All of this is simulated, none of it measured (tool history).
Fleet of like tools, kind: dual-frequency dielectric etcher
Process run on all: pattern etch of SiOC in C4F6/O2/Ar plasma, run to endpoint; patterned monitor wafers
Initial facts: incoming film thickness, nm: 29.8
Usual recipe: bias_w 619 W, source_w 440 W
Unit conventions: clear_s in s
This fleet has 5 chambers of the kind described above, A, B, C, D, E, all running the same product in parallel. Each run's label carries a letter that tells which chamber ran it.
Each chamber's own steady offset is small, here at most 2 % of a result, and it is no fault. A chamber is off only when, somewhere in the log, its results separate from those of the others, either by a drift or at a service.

run	hour	bias_w	source_w	clear_s
1C	8.2	619	440	8.7723
2A	16.4	619	440	9.1261
3B	22.2	619	440	9.051
4D	27.5	619	440	8.8991
# hour 34.4: chamber B: wet clean of the chamber
5E	34.9	619	440	8.9734
6B	40.8	619	440	8.8646
# hour 41.6: chamber C: wet clean of the chamber
7C	46.5	619	440	9.0643
8A	53.6	619	440	9.0923
9D	58.9	570	370	9.7995
10E	64.8	570	370	9.7295
11B	73.9	570	370	9.8011
12A	81.3	570	370	9.9955
13E	90.3	570	370	9.7488
14D	96.7	619	440	8.9614
15C	102.2	619	440	8.9806
16D	107.2	619	440	8.8499
17E	116.3	619	440	9.0331
# hour 123.4: chamber A: source power generator calibrated
18B	124.6	480	510	9.318
19C	133.4	480	510	9.338
20A	138	480	510	9.3992
21D	143.8	480	510	9.404
22A	153	480	510	9.6047
23C	159.9	619	440	8.8648
24B	166.6	619	440	8.9337
25E	173.9	546	530	8.7267
# hour 179: chamber D: wet clean of the chamber
26E	179.9	546	530	8.6964
27A	188.6	546	530	8.9104
# hour 190.9: chamber E: wet clean of the chamber
28B	195.5	546	530	8.7291
29C	204.6	546	530	8.7796
30D	208.8	619	440	8.9103
31E	215.8	619	440	8.9838
32D	225.1	619	440	8.8399
33C	233.9	619	440	8.899
34B	242.7	619	440	8.9758
35A	251.2	619	440	9.1005
36A	258	619	440	9.1223
37D	265	619	440	8.8934
38C	270.6	674	480	8.3296
39E	278.3	674	480	8.5117
40B	284.8	674	480	8.4764
41D	290.3	674	480	8.2669
42B	295.6	674	480	8.3893
43A	301.3	619	440	9.1279
44E	308.2	619	440	8.9418

Does one chamber stand apart from the rest, does the shared gauge drift, or is all well apart from small per-chamber offsets? Give the chamber and the most likely cause, where there is one.

Neither any chamber nor the gauge drifts; the chambers differ only by their own small, steady offsets.

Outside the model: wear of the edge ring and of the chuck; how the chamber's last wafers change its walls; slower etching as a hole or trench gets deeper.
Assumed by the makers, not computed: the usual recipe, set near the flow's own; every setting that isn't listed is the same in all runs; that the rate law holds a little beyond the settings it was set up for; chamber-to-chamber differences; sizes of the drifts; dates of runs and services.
